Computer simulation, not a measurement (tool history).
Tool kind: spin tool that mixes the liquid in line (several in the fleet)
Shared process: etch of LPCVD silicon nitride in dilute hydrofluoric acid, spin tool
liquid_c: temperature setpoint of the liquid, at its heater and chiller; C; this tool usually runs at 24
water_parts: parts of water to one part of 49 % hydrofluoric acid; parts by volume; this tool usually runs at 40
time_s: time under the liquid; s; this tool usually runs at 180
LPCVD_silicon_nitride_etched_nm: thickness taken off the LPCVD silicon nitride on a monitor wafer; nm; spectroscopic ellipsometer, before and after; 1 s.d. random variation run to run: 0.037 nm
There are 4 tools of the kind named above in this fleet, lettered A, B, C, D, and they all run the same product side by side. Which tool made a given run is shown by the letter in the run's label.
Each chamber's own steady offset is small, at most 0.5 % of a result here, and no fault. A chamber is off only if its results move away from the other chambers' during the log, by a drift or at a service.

run,hour,liquid_c,water_parts,time_s,hours since the thermometer was replaced,hours since the hydrofluoric acid flow meter was replaced,"read-back film thickness of the LPCVD silicon nitride reference wafer, read on the same gauge (nm)",LPCVD_silicon_nitride_etched_nm
# hour 1: chamber B: thermometer replaced
1D,2.8,24,40,180,1375.1,474,39.998,2.4768
2B,7,24,40,180,6.1,313.8,39.996,2.437
3A,11.2,24,40,180,627.9,244.6,40.007,2.3238
4C,17.4,24,40,180,1699.2,544.4,40.006,2.3545
5A,21.9,24,40,180,638.6,255.3,39.987,2.384
6D,28.1,24,40,180,1400.4,499.3,39.985,2.4922
7B,30.8,24,40,180,29.9,337.6,39.993,2.3829
8C,34.3,28,40,285,1716.1,561.3,39.976,4.8287
9D,39.9,28,40,285,1412.2,511.1,39.998,5.0958
10B,45.8,28,40,285,44.9,352.6,39.992,4.9849
11A,50.3,28,40,285,667,283.7,40.013,5.0852
12C,53.7,24,40,180,1735.5,580.7,39.976,2.4601
13D,58.9,24,40,180,1431.2,530.1,40.018,2.4186
14B,64.3,24,40,180,63.4,371.1,39.997,2.3798
15C,68.6,24,40,180,1750.4,595.6,40.006,2.3754
16A,71.8,24,40,180,688.5,305.2,39.992,2.5223
17D,75.8,24,40,285,1448.1,547,40.01,3.8454
18C,80.9,24,40,285,1762.7,607.9,39.994,3.7646
19B,85.4,24,40,285,84.5,392.2,39.977,3.8108
20A,90.5,24,40,285,707.2,323.9,39.995,4.0592
21A,94.9,24,40,180,711.6,328.3,39.993,2.5758
22D,98.5,24,40,180,1470.8,569.7,40.025,2.4468
23B,101.7,24,40,180,100.8,408.5,39.989,2.3859
24C,106.9,24,40,180,1788.7,633.9,39.975,2.4312
25A,113,24,40,180,729.7,346.4,39.988,2.708
26B,115.7,24,40,180,114.8,422.5,40,2.4143

Read the log: is a single chamber off, either drifting away or since a service, is the gauge that measures every chamber drifting, or is nothing wrong beyond small per-chamber offsets? Name any odd chamber and what most likely caused it.

Chamber A drifts away from the others.
What lies behind it: liquid hotter than its thermometer reads (K) = 1.83.
With only this log, it may be confused with: hydrofluoric acid flow above the setpoint (%).

Which of the 4 candidates below, each the usual settings with something changed and its results left as question marks, puts chamber A back in line with what the other chambers give on the usual settings?
A result is in line if it is within this distance of the other chambers' mean on the usual settings: LPCVD_silicon_nitride_etched_nm 0.13 nm
27A-1,120.1,24,40,160,,,,?
27A-2,120.1,24.5,40,210,,,,?
27A-3,120.1,24.5,40,195,,,,?
27A-4,120.1,21,40,180,,,,?

Average result of the remaining chambers running the usual settings: LPCVD_silicon_nitride_etched_nm 2.4062 nm
run,LPCVD_silicon_nitride_etched_nm
27A-1,2.3949
27A-2,3.2499
27A-3,3.0178
27A-4,2.2026
27A-1 puts the chamber back in line with the other chambers.
